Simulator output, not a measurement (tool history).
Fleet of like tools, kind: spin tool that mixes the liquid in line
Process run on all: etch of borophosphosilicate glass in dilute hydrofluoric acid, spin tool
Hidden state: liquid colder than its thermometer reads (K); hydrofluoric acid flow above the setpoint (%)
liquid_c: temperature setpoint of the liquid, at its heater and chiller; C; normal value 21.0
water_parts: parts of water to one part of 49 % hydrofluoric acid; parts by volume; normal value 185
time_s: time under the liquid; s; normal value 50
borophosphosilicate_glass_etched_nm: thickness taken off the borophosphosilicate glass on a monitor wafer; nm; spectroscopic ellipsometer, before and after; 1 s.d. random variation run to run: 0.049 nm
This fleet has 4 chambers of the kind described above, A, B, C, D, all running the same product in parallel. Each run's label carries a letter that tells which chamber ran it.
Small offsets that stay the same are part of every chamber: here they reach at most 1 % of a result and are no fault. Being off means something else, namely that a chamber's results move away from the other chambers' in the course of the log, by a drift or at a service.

run,hour,liquid_c,water_parts,time_s,hours since the thermometer was replaced,hours since the hydrofluoric acid flow meter was replaced,"read-back film thickness of the borophosphosilicate glass reference wafer, read on the same gauge (nm)",borophosphosilicate_glass_etched_nm
1A,5.9,21.0,185,50,702.3,182.2,70.036,8.7375
2D,12.3,21.0,185,50,473.2,211.2,70.043,8.6972
3B,24.4,21.0,185,50,873.4,276.7,69.988,8.5999
4C,37.3,21.0,185,50,819.9,1532.8,69.988,8.6506
5D,49.1,21.0,185,50,510.0,248.0,69.986,8.6102
6C,55.4,25.5,225,50,838.0,1550.9,69.954,8.1737
7B,65.7,25.5,225,50,914.7,318.0,69.970,7.9884
8A,72.7,25.5,225,50,769.1,249.0,70.034,8.1873
9C,82.6,25.5,225,50,865.2,1578.1,69.972,7.9929
# hour 89.6: chamber A: thermometer replaced
10A,95.3,21.0,185,50,5.7,271.6,70.031,8.7909
11D,107.8,21.0,185,50,568.7,306.7,70.024,8.5901
12B,119.9,21.0,185,50,968.9,372.2,69.994,8.6655
# hour 129.9: chamber D: thermometer replaced
13D,133.1,21.0,265,70,3.2,332.0,69.979,7.8017
14A,142.4,21.0,265,70,52.8,318.7,69.969,7.9459
15C,154.8,21.0,265,70,937.4,1650.3,70.011,7.7732
16B,166.2,21.0,265,70,1015.2,418.5,69.955,7.8040
17C,177.0,21.0,185,50,959.6,1672.5,69.958,8.7199
18A,187.5,21.0,185,50,97.9,363.8,69.999,8.8365
19D,199.5,21.0,185,50,69.6,398.4,70.020,8.6230
20B,212.0,21.0,185,50,1061.0,464.3,70.015,8.6210
21B,219.3,21.0,185,50,1068.3,471.6,70.028,8.5695
22A,229.6,21.0,185,50,140.0,405.9,70.031,8.9035
23D,239.9,21.0,185,50,110.0,438.8,69.979,8.6634
24C,246.8,21.0,185,50,1029.4,1742.3,70.001,8.6575
25D,260.0,21.0,185,50,130.1,458.9,70.052,8.6206
26B,270.9,21.0,185,50,1119.9,523.2,70.012,8.6321
27C,277.7,21.0,185,50,1060.3,1773.2,70.024,8.7229
28A,291.0,21.0,185,50,201.4,467.3,70.019,9.0268
29B,301.8,21.0,185,50,1150.8,554.1,70.028,8.5895

For the next run the whole fleet of 4 chambers uses the same settings. Give each chamber's results:
30A,311.4,18.5,185,50,,,,?
30B,311.4,18.5,185,50,,,,?
30C,311.4,18.5,185,50,,,,?
30D,311.4,18.5,185,50,,,,?

run,borophosphosilicate_glass_etched_nm
30A,8.2338
30B,7.7580
30C,7.8989
30D,7.8882
